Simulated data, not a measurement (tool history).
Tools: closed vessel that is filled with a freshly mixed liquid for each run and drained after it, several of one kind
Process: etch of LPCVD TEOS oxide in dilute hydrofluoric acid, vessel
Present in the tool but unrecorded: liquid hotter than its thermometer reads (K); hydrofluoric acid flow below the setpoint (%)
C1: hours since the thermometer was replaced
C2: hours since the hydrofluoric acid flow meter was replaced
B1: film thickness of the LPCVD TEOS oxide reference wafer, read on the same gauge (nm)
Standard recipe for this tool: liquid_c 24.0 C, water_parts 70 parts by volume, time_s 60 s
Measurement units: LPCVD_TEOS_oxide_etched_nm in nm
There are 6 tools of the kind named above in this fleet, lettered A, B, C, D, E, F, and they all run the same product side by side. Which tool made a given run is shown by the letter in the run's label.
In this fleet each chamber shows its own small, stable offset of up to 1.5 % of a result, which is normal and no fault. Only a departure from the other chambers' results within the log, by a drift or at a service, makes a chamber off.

{"hour": 13.6, "done": "chamber B: hydrofluoric acid flow meter replaced"}
{"run": "1B", "hour": 16.0, "liquid_c": 24.0, "water_parts": 70, "time_s": 60, "C1": 614.4, "C2": 2.5, "B1": 99.991, "LPCVD_TEOS_oxide_etched_nm": 22.769}
{"run": "2D", "hour": 27.7, "liquid_c": 24.0, "water_parts": 70, "time_s": 60, "C1": 2274.6, "C2": 191.0, "B1": 100.0, "LPCVD_TEOS_oxide_etched_nm": 22.545}
{"run": "3F", "hour": 36.0, "liquid_c": 24.0, "water_parts": 70, "time_s": 60, "C1": 599.7, "C2": 2280.5, "B1": 100.02, "LPCVD_TEOS_oxide_etched_nm": 22.403}
{"run": "4E", "hour": 45.8, "liquid_c": 24.0, "water_parts": 70, "time_s": 60, "C1": 114.8, "C2": 243.1, "B1": 100.02, "LPCVD_TEOS_oxide_etched_nm": 22.556}
{"run": "5C", "hour": 54.9, "liquid_c": 24.0, "water_parts": 70, "time_s": 60, "C1": 1277.9, "C2": 710.5, "B1": 99.998, "LPCVD_TEOS_oxide_etched_nm": 22.186}
{"run": "6A", "hour": 70.2, "liquid_c": 24.0, "water_parts": 70, "time_s": 60, "C1": 1002.2, "C2": 228.1, "B1": 99.99, "LPCVD_TEOS_oxide_etched_nm": 22.098}
{"run": "7C", "hour": 85.5, "liquid_c": 24.0, "water_parts": 70, "time_s": 60, "C1": 1308.5, "C2": 741.1, "B1": 99.965, "LPCVD_TEOS_oxide_etched_nm": 22.292}
{"run": "8E", "hour": 99.5, "liquid_c": 24.0, "water_parts": 70, "time_s": 60, "C1": 168.5, "C2": 296.8, "B1": 100.0, "LPCVD_TEOS_oxide_etched_nm": 22.628}
{"run": "9A", "hour": 112.8, "liquid_c": 24.0, "water_parts": 70, "time_s": 60, "C1": 1044.8, "C2": 270.7, "B1": 99.998, "LPCVD_TEOS_oxide_etched_nm": 22.331}
{"run": "10B", "hour": 123.4, "liquid_c": 24.0, "water_parts": 70, "time_s": 60, "C1": 721.8, "C2": 109.9, "B1": 99.983, "LPCVD_TEOS_oxide_etched_nm": 22.805}
{"run": "11F", "hour": 134.6, "liquid_c": 24.0, "water_parts": 70, "time_s": 60, "C1": 698.3, "C2": 2379.1, "B1": 100.01, "LPCVD_TEOS_oxide_etched_nm": 22.478}
{"run": "12D", "hour": 144.5, "liquid_c": 24.0, "water_parts": 70, "time_s": 60, "C1": 2391.4, "C2": 307.8, "B1": 100.01, "LPCVD_TEOS_oxide_etched_nm": 22.877}
{"run": "13B", "hour": 154.8, "liquid_c": 24.0, "water_parts": 70, "time_s": 60, "C1": 753.2, "C2": 141.3, "B1": 99.992, "LPCVD_TEOS_oxide_etched_nm": 22.751}
{"run": "14C", "hour": 167.6, "liquid_c": 24.0, "water_parts": 70, "time_s": 60, "C1": 1390.6, "C2": 823.2, "B1": 100.02, "LPCVD_TEOS_oxide_etched_nm": 22.253}
{"run": "15F", "hour": 183.0, "liquid_c": 24.0, "water_parts": 70, "time_s": 60, "C1": 746.7, "C2": 2427.5, "B1": 99.985, "LPCVD_TEOS_oxide_etched_nm": 22.148}
{"run": "16E", "hour": 192.8, "liquid_c": 27.5, "water_parts": 105, "time_s": 60, "C1": 261.8, "C2": 390.1, "B1": 100.03, "LPCVD_TEOS_oxide_etched_nm": 16.291}
{"run": "17D", "hour": 203.4, "liquid_c": 27.5, "water_parts": 105, "time_s": 60, "C1": 2450.3, "C2": 366.7, "B1": 99.988, "LPCVD_TEOS_oxide_etched_nm": 16.525}
{"hour": 207.5, "done": "chamber D: thermometer replaced"}
{"run": "18A", "hour": 215.7, "liquid_c": 27.5, "water_parts": 105, "time_s": 60, "C1": 1147.7, "C2": 373.6, "B1": 99.977, "LPCVD_TEOS_oxide_etched_nm": 16.634}
{"run": "19C", "hour": 223.7, "liquid_c": 27.5, "water_parts": 105, "time_s": 60, "C1": 1446.7, "C2": 879.3, "B1": 100.0, "LPCVD_TEOS_oxide_etched_nm": 16.331}
{"run": "20A", "hour": 231.6, "liquid_c": 27.5, "water_parts": 105, "time_s": 60, "C1": 1163.6, "C2": 389.5, "B1": 100.0, "LPCVD_TEOS_oxide_etched_nm": 16.612}
{"run": "21E", "hour": 239.1, "liquid_c": 27.5, "water_parts": 105, "time_s": 60, "C1": 308.1, "C2": 436.4, "B1": 100.03, "LPCVD_TEOS_oxide_etched_nm": 16.362}
{"hour": 247.9, "done": "chamber A: hydrofluoric acid flow meter replaced"}
{"run": "22F", "hour": 252.8, "liquid_c": 24.0, "water_parts": 70, "time_s": 60, "C1": 816.5, "C2": 2497.3, "B1": 99.995, "LPCVD_TEOS_oxide_etched_nm": 22.2}
{"run": "23B", "hour": 266.6, "liquid_c": 24.0, "water_parts": 70, "time_s": 60, "C1": 865.0, "C2": 253.1, "B1": 99.991, "LPCVD_TEOS_oxide_etched_nm": 22.756}
{"run": "24D", "hour": 274.8, "liquid_c": 24.0, "water_parts": 70, "time_s": 60, "C1": 67.3, "C2": 438.1, "B1": 100.0, "LPCVD_TEOS_oxide_etched_nm": 22.6}
{"run": "25E", "hour": 288.6, "liquid_c": 24.0, "water_parts": 70, "time_s": 60, "C1": 357.6, "C2": 485.9, "B1": 99.999, "LPCVD_TEOS_oxide_etched_nm": 22.677}
{"run": "26B", "hour": 297.1, "liquid_c": 24.0, "water_parts": 70, "time_s": 60, "C1": 895.5, "C2": 283.6, "B1": 100.0, "LPCVD_TEOS_oxide_etched_nm": 22.68}
{"run": "27C", "hour": 311.5, "liquid_c": 24.0, "water_parts": 70, "time_s": 60, "C1": 1534.5, "C2": 967.1, "B1": 99.999, "LPCVD_TEOS_oxide_etched_nm": 22.238}
{"run": "28D", "hour": 320.7, "liquid_c": 24.0, "water_parts": 70, "time_s": 60, "C1": 113.2, "C2": 484.0, "B1": 100.02, "LPCVD_TEOS_oxide_etched_nm": 22.741}
{"run": "29F", "hour": 331.4, "liquid_c": 24.0, "water_parts": 70, "time_s": 60, "C1": 895.1, "C2": 2575.9, "B1": 99.983, "LPCVD_TEOS_oxide_etched_nm": 22.404}
{"run": "30A", "hour": 342.3, "liquid_c": 24.0, "water_parts": 70, "time_s": 60, "C1": 1274.3, "C2": 94.5, "B1": 100.02, "LPCVD_TEOS_oxide_etched_nm": 23.12}
{"run": "31D", "hour": 357.2, "liquid_c": 24.0, "water_parts": 70, "time_s": 60, "C1": 149.7, "C2": 520.5, "B1": 100.02, "LPCVD_TEOS_oxide_etched_nm": 22.681}
{"run": "32A", "hour": 372.4, "liquid_c": 24.0, "water_parts": 70, "time_s": 60, "C1": 1304.4, "C2": 124.6, "B1": 99.98, "LPCVD_TEOS_oxide_etched_nm": 23.06}
{"run": "33F", "hour": 380.1, "liquid_c": 24.0, "water_parts": 70, "time_s": 60, "C1": 943.8, "C2": 2624.6, "B1": 99.989, "LPCVD_TEOS_oxide_etched_nm": 22.16}
{"run": "34B", "hour": 394.5, "liquid_c": 24.0, "water_parts": 70, "time_s": 60, "C1": 992.9, "C2": 381.0, "B1": 100.0, "LPCVD_TEOS_oxide_etched_nm": 22.677}
{"run": "35C", "hour": 404.8, "liquid_c": 24.0, "water_parts": 70, "time_s": 60, "C1": 1627.8, "C2": 1060.4, "B1": 100.02, "LPCVD_TEOS_oxide_etched_nm": 22.155}
{"run": "36E", "hour": 412.6, "liquid_c": 24.0, "water_parts": 70, "time_s": 60, "C1": 481.6, "C2": 609.9, "B1": 100.01, "LPCVD_TEOS_oxide_etched_nm": 22.587}

The same settings go to every chamber for the next run, one line per chamber below. Forecast the results for each:
{"run": "37A", "hour": 424.1, "liquid_c": 24.0, "water_parts": 100, "time_s": 60, "LPCVD_TEOS_oxide_etched_nm": "?"}
{"run": "37B", "hour": 424.1, "liquid_c": 24.0, "water_parts": 100, "time_s": 60, "LPCVD_TEOS_oxide_etched_nm": "?"}
{"run": "37C", "hour": 424.1, "liquid_c": 24.0, "water_parts": 100, "time_s": 60, "LPCVD_TEOS_oxide_etched_nm": "?"}
{"run": "37D", "hour": 424.1, "liquid_c": 24.0, "water_parts": 100, "time_s": 60, "LPCVD_TEOS_oxide_etched_nm": "?"}
{"run": "37E", "hour": 424.1, "liquid_c": 24.0, "water_parts": 100, "time_s": 60, "LPCVD_TEOS_oxide_etched_nm": "?"}
{"run": "37F", "hour": 424.1, "liquid_c": 24.0, "water_parts": 100, "time_s": 60, "LPCVD_TEOS_oxide_etched_nm": "?"}

run=37A LPCVD_TEOS_oxide_etched_nm=15.872
run=37B LPCVD_TEOS_oxide_etched_nm=15.292
run=37C LPCVD_TEOS_oxide_etched_nm=15.193
run=37D LPCVD_TEOS_oxide_etched_nm=15.408
run=37E LPCVD_TEOS_oxide_etched_nm=15.208
run=37F LPCVD_TEOS_oxide_etched_nm=15.063

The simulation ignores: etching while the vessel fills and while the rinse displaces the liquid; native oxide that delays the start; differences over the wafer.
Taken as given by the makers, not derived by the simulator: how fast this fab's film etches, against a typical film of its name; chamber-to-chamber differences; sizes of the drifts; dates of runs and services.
